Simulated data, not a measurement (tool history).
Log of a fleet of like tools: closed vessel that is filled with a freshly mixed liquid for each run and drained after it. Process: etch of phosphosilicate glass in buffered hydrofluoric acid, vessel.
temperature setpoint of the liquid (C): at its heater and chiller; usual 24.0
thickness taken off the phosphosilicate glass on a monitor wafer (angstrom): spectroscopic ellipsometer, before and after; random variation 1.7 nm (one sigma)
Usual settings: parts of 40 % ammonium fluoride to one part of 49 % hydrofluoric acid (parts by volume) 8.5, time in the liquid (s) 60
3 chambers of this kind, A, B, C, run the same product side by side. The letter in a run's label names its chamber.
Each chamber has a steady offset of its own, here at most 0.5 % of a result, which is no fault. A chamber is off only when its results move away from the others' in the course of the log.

run   hour  temperature setpoint of the liquid (C)  parts of 40 % ammonium fluoride to one part of 49 % hydrofluoric acid (parts by volume)  time in the liquid (s)  read-back film thickness of the phosphosilicate glass reference wafer, read on the same gauge (nm)  thickness taken off the phosphosilicate glass on a monitor wafer (angstrom)
 1A   10.0                                    24.0                                                                                      8.5                      60                                                                                              149.98                                                                       2386.5
 2B   17.8                                    24.0                                                                                      8.5                      60                                                                                              149.98                                                                       2409.6
 3C   30.7                                    24.0                                                                                      8.5                      60                                                                                              149.99                                                                       2388.9
 4B   43.4                                    24.0                                                                                      8.5                      60                                                                                              149.99                                                                       2421.2
 5C   50.6                                    24.0                                                                                      8.5                      60                                                                                              150.01                                                                       2394.1
 6A   64.8                                    22.0                                                                                      8.5                      60                                                                                              150.04                                                                       2166.7
 7C   78.4                                    22.0                                                                                      8.5                      60                                                                                              150.00                                                                       2154.7
 8A   91.0                                    22.0                                                                                      8.5                      60                                                                                              150.04                                                                       2149.1
 9B  103.2                                    24.0                                                                                     11.0                      70                                                                                              150.01                                                                       2260.1
10A  111.4                                    24.0                                                                                     11.0                      70                                                                                              149.99                                                                       2256.3
11C  121.7                                    24.0                                                                                     11.0                      70                                                                                              149.97                                                                       2225.6
12B  136.3                                    24.0                                                                                      8.5                      60                                                                                              149.97                                                                       2432.5
13C  149.0                                    27.5                                                                                      8.5                      60                                                                                              149.94                                                                       2883.6
14B  157.0                                    27.5                                                                                      8.5                      60                                                                                              149.98                                                                       2929.1
15A  166.7                                    27.5                                                                                      8.5                      60                                                                                              149.97                                                                       2828.3
16A  178.2                                    24.0                                                                                      8.5                      60                                                                                              150.00                                                                       2353.5
17B  185.0                                    24.0                                                                                      8.5                      60                                                                                              150.04                                                                       2412.4
18C  195.4                                    24.0                                                                                      8.5                      60                                                                                              150.01                                                                       2423.8
     198.3  -- chamber B: hydrofluoric acid flow meter replaced
19B  205.1                                    24.0                                                                                      8.5                      60                                                                                              149.98                                                                       2400.9
20A  219.6                                    24.0                                                                                      8.5                      60                                                                                              150.01                                                                       2309.7
21C  227.9                                    24.0                                                                                     10.0                      40                                                                                              149.99                                                                       1406.2
22C  237.0                                    24.0                                                                                     10.0                      40                                                                                              149.98                                                                       1409.3
23A  248.9                                    24.0                                                                                     10.0                      40                                                                                              149.96                                                                       1338.7
24B  255.5                                    24.0                                                                                      8.5                      60                                                                                              149.98                                                                       2408.6
25B  266.6                                    24.0                                                                                      8.5                      60                                                                                              149.95                                                                       2410.1

All 3 chambers run these settings next. Forecast each chamber's results:
26A  277.2                                    24.0                                                                                      8.5                      60                                                                                                                                                                                ?
26B  277.2                                    24.0                                                                                      8.5                      60                                                                                                                                                                                ?
26C  277.2                                    24.0                                                                                      8.5                      60                                                                                                                                                                                ?

run  thickness taken off the phosphosilicate glass on a monitor wafer (angstrom)
26A                                                                       2284.8
26B                                                                       2405.5
26C                                                                       2391.2

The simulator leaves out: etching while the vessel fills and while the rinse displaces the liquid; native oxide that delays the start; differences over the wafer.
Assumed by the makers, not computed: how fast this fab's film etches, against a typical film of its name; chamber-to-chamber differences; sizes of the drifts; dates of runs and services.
